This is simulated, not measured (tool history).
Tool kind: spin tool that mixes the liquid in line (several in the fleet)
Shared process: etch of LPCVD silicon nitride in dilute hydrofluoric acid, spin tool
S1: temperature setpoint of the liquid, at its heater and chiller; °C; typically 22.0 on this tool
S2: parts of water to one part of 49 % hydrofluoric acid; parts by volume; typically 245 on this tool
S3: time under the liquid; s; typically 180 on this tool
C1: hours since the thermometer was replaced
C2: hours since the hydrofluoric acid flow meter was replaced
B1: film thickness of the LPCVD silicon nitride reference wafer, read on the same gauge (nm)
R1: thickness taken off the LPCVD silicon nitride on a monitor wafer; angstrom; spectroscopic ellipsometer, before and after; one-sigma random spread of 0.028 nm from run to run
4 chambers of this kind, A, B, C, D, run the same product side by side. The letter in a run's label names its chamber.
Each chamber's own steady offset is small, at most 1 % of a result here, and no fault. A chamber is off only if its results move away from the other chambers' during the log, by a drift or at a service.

{"run": "1A", "day": 0.171, "S1": 22.0, "S2": 245, "S3": 180, "C1": 1705.4, "C2": 1338.6, "B1": 109.99, "R1": 3.3886}
{"run": "2B", "day": 0.279, "S1": 22.0, "S2": 245, "S3": 180, "C1": 152.9, "C2": 71.0, "B1": 109.99, "R1": 3.2542}
{"run": "3C", "day": 0.383, "S1": 22.0, "S2": 245, "S3": 180, "C1": 1554.5, "C2": 1406.5, "B1": 110.01, "R1": 3.5286}
{"run": "4D", "day": 0.512, "S1": 22.0, "S2": 245, "S3": 180, "C1": 364.4, "C2": 1211.4, "B1": 110.0, "R1": 3.5559}
{"run": "5C", "day": 0.662, "S1": 22.0, "S2": 245, "S3": 180, "C1": 1561.2, "C2": 1413.2, "B1": 109.98, "R1": 3.2692}
{"run": "6A", "day": 0.775, "S1": 22.0, "S2": 245, "S3": 180, "C1": 1719.9, "C2": 1353.1, "B1": 110.02, "R1": 3.7642}
{"run": "7D", "day": 0.883, "S1": 18.5, "S2": 245, "S3": 130, "C1": 373.3, "C2": 1220.3, "B1": 110.03, "R1": 2.0865}
{"run": "8B", "day": 1.021, "S1": 18.5, "S2": 245, "S3": 130, "C1": 170.7, "C2": 88.8, "B1": 110.0, "R1": 2.125}
{"run": "9A", "day": 1.146, "S1": 18.5, "S2": 245, "S3": 130, "C1": 1728.8, "C2": 1362.0, "B1": 109.99, "R1": 1.8462}
{"run": "10B", "day": 1.25, "S1": 18.5, "S2": 245, "S3": 130, "C1": 176.2, "C2": 94.3, "B1": 109.98, "R1": 1.9764}
{"run": "11C", "day": 1.379, "S1": 22.0, "S2": 245, "S3": 180, "C1": 1578.4, "C2": 1430.4, "B1": 109.99, "R1": 3.3472}
{"run": "12D", "day": 1.512, "S1": 22.0, "S2": 245, "S3": 180, "C1": 388.4, "C2": 1235.4, "B1": 110.0, "R1": 3.1475}
{"run": "13D", "day": 1.646, "S1": 22.0, "S2": 245, "S3": 180, "C1": 391.6, "C2": 1238.6, "B1": 110.01, "R1": 3.3696}
{"run": "14A", "day": 1.738, "S1": 22.0, "S2": 245, "S3": 180, "C1": 1743.0, "C2": 1376.2, "B1": 109.98, "R1": 3.2814}
{"run": "15C", "day": 1.896, "S1": 22.0, "S2": 245, "S3": 180, "C1": 1590.8, "C2": 1442.8, "B1": 110.03, "R1": 3.5846}
{"run": "16B", "day": 2.054, "S1": 22.0, "S2": 245, "S3": 180, "C1": 195.5, "C2": 113.6, "B1": 110.02, "R1": 3.1011}
{"run": "17D", "day": 2.188, "S1": 22.0, "S2": 245, "S3": 180, "C1": 404.6, "C2": 1251.6, "B1": 109.99, "R1": 3.4466}
{"run": "18B", "day": 2.354, "S1": 22.0, "S2": 245, "S3": 180, "C1": 202.7, "C2": 120.8, "B1": 109.99, "R1": 3.2372}
{"run": "19C", "day": 2.488, "S1": 22.0, "S2": 245, "S3": 180, "C1": 1605.0, "C2": 1457.0, "B1": 110.01, "R1": 3.3471}
{"run": "20A", "day": 2.583, "S1": 22.0, "S2": 245, "S3": 180, "C1": 1763.3, "C2": 1396.5, "B1": 110.01, "R1": 3.2179}
{"run": "21C", "day": 2.729, "S1": 22.0, "S2": 245, "S3": 180, "C1": 1610.8, "C2": 1462.8, "B1": 109.96, "R1": 3.2732}
{"run": "22B", "day": 2.825, "S1": 22.0, "S2": 245, "S3": 180, "C1": 214.0, "C2": 132.1, "B1": 110.0, "R1": 3.7975}
{"run": "23A", "day": 2.925, "S1": 22.0, "S2": 245, "S3": 180, "C1": 1771.5, "C2": 1404.7, "B1": 110.0, "R1": 3.0754}
{"run": "24D", "day": 3.079, "S1": 22.0, "S2": 245, "S3": 180, "C1": 426.0, "C2": 1273.0, "B1": 110.04, "R1": 3.4686}
{"day": 3.212, "done": "chamber A: thermometer replaced"}
{"run": "25C", "day": 3.225, "S1": 22.0, "S2": 245, "S3": 180, "C1": 1622.7, "C2": 1474.7, "B1": 110.02, "R1": 2.924}
{"day": 3.258, "done": "chamber C: thermometer replaced"}
{"run": "26A", "day": 3.367, "S1": 22.0, "S2": 245, "S3": 180, "C1": 3.8, "C2": 1415.3, "B1": 109.97, "R1": 3.0286}
{"run": "27B", "day": 3.446, "S1": 22.0, "S2": 245, "S3": 180, "C1": 228.9, "C2": 147.0, "B1": 110.0, "R1": 3.6416}
{"run": "28D", "day": 3.538, "S1": 22.0, "S2": 245, "S3": 180, "C1": 437.0, "C2": 1284.0, "B1": 110.0, "R1": 3.3584}
{"run": "29D", "day": 3.667, "S1": 22.0, "S2": 245, "S3": 180, "C1": 440.1, "C2": 1287.1, "B1": 109.99, "R1": 3.3618}
{"run": "30B", "day": 3.842, "S1": 22.0, "S2": 245, "S3": 180, "C1": 238.4, "C2": 156.5, "B1": 110.04, "R1": 3.1899}
{"run": "31A", "day": 3.967, "S1": 22.0, "S2": 245, "S3": 180, "C1": 18.2, "C2": 1429.7, "B1": 109.99, "R1": 3.6821}
{"run": "32C", "day": 4.054, "S1": 22.0, "S2": 245, "S3": 180, "C1": 19.1, "C2": 1494.6, "B1": 110.01, "R1": 3.8079}

The same settings go to every chamber for the next run, one line per chamber below. Forecast the results for each:
{"run": "33A", "day": 4.179, "S1": 22.0, "S2": 135, "S3": 180, "R1": "?"}
{"run": "33B", "day": 4.179, "S1": 22.0, "S2": 135, "S3": 180, "R1": "?"}
{"run": "33C", "day": 4.179, "S1": 22.0, "S2": 135, "S3": 180, "R1": "?"}
{"run": "33D", "day": 4.179, "S1": 22.0, "S2": 135, "S3": 180, "R1": "?"}

run=33A R1=5.0394
run=33B R1=5.9590
run=33C R1=6.2397
run=33D R1=6.8132
